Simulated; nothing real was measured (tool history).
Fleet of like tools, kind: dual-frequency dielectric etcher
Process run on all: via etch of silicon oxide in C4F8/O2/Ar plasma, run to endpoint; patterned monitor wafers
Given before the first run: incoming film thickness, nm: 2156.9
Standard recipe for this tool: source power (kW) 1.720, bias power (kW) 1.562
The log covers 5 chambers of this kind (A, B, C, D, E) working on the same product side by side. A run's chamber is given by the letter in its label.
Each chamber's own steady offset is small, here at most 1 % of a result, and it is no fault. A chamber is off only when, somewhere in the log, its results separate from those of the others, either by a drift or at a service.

run   hour  source power (kW)  bias power (kW)  hours since the last wet clean  hours since the last source power generator calibration  hours since the last bias power generator calibration  endpoint time (s)
 1C    8.2              1.720            1.562                            26.9                                                   1772.1                                                 2309.4             483.17
 2D   13.5              1.720            1.562                           100.3                                                   1284.7                                                  176.5             488.00
 3E   23.7              1.720            1.562                           116.9                                                   3619.8                                                 2751.4             485.35
 4B   33.1              1.720            1.562                           123.4                                                    840.1                                                 2082.4             481.95
 5A   44.6              1.720            1.562                           158.2                                                   1542.1                                                  851.3             488.97
 6D   54.8              1.720            1.562                           141.6                                                   1326.0                                                  217.8             486.40
 7A   64.6              1.720            1.562                           178.2                                                   1562.1                                                  871.3             489.12
 8B   74.4              1.720            1.562                           164.7                                                    881.4                                                 2123.7             487.77
 9C   80.5              1.550            1.562                            99.2                                                   1844.4                                                 2381.7             502.19
10E   91.5              1.550            1.562                           184.7                                                   3687.6                                                 2819.2             505.76
11D   99.5              1.550            1.562                           186.3                                                   1370.7                                                  262.5             509.57
12C  110.4              1.550            1.562                           129.1                                                   1874.3                                                 2411.6             506.19
13E  118.9              1.550            1.562                           212.1                                                   3715.0                                                 2846.6             504.46
14A  127.2              1.720            1.562                           240.8                                                   1624.7                                                  933.9             479.35
15B  137.4              1.720            1.562                           227.7                                                    944.4                                                 2186.7             486.14
16E  145.6              1.720            1.562                           238.8                                                   3741.7                                                 2873.3             487.05
17A  153.4              1.720            1.562                           267.0                                                   1650.9                                                  960.1             476.20
18D  165.5              1.720            1.562                           252.3                                                   1436.7                                                  328.5             488.78
19C  176.0              1.720            1.562                           194.7                                                   1939.9                                                 2477.2             484.78
20B  183.5              1.720            1.562                           273.8                                                    990.5                                                 2232.8             484.49
21D  192.0              1.720            1.562                           278.8                                                   1463.2                                                  355.0             488.36
22A  202.0              1.930            1.562                           315.6                                                   1699.5                                                 1008.7             456.31
23C  209.9              1.930            1.562                           228.6                                                   1973.8                                                 2511.1             468.33
24E  217.6              1.930            1.562                           310.8                                                   3813.7                                                 2945.3             462.42
25B  227.8              1.930            1.562                           318.1                                                   1034.8                                                 2277.1             457.42
26C  237.3              1.930            1.562                           256.0                                                   2001.2                                                 2538.5             464.50
27E  244.9              1.720            1.562                           338.1                                                   3841.0                                                 2972.6             484.70
28B  250.9              1.720            1.562                           341.2                                                   1057.9                                                 2300.2             484.39
29D  260.2              1.720            1.562                           347.0                                                   1531.4                                                  423.2             490.42
30A  266.6              1.720            1.562                           380.2                                                   1764.1                                                 1073.3             469.38
31E  277.8              1.720            1.562                           371.0                                                   3873.9                                                 3005.5             492.96
32B  289.0              1.720            1.562                           379.3                                                   1096.0                                                 2338.3             489.11
33C  295.3              1.930            1.749                           314.0                                                   2059.2                                                 2596.5             448.66
34D  306.7              1.930            1.749                           393.5                                                   1577.9                                                  469.7             450.90

What goes on in this fleet: one chamber off, a drifting gauge, or nothing beyond the chambers' own small offsets? Name the chamber and the cause, if any.

It is chamber A that slowly wanders off from its peers.
What lies behind it: etch rate over this chamber's usual, % = 4.67.

Here are 4 candidates for chamber A's next run, each the usual settings with a change, their results left as question marks. Which one brings its results back in line with what the others give on the usual settings?
Allowed miss from the other chambers' usual-settings mean, per result, to count as in line: endpoint time (s) 12.00
35A-1  315.4              1.720            2.074                                                                                                                                                                  ?
35A-2  315.4              1.460            1.405                                                                                                                                                                  ?
35A-3  315.4              1.720            1.817                                                                                                                                                                  ?
35A-4  315.4              1.590            1.484                                                                                                                                                                  ?

On the usual settings, the other chambers give on average: endpoint time (s) 486.88
  run  endpoint time (s)
35A-1             432.35
35A-2             514.32
35A-3             448.88
35A-4             489.68
The answer is 35A-4, which returns the chamber to within the allowed miss of the others.
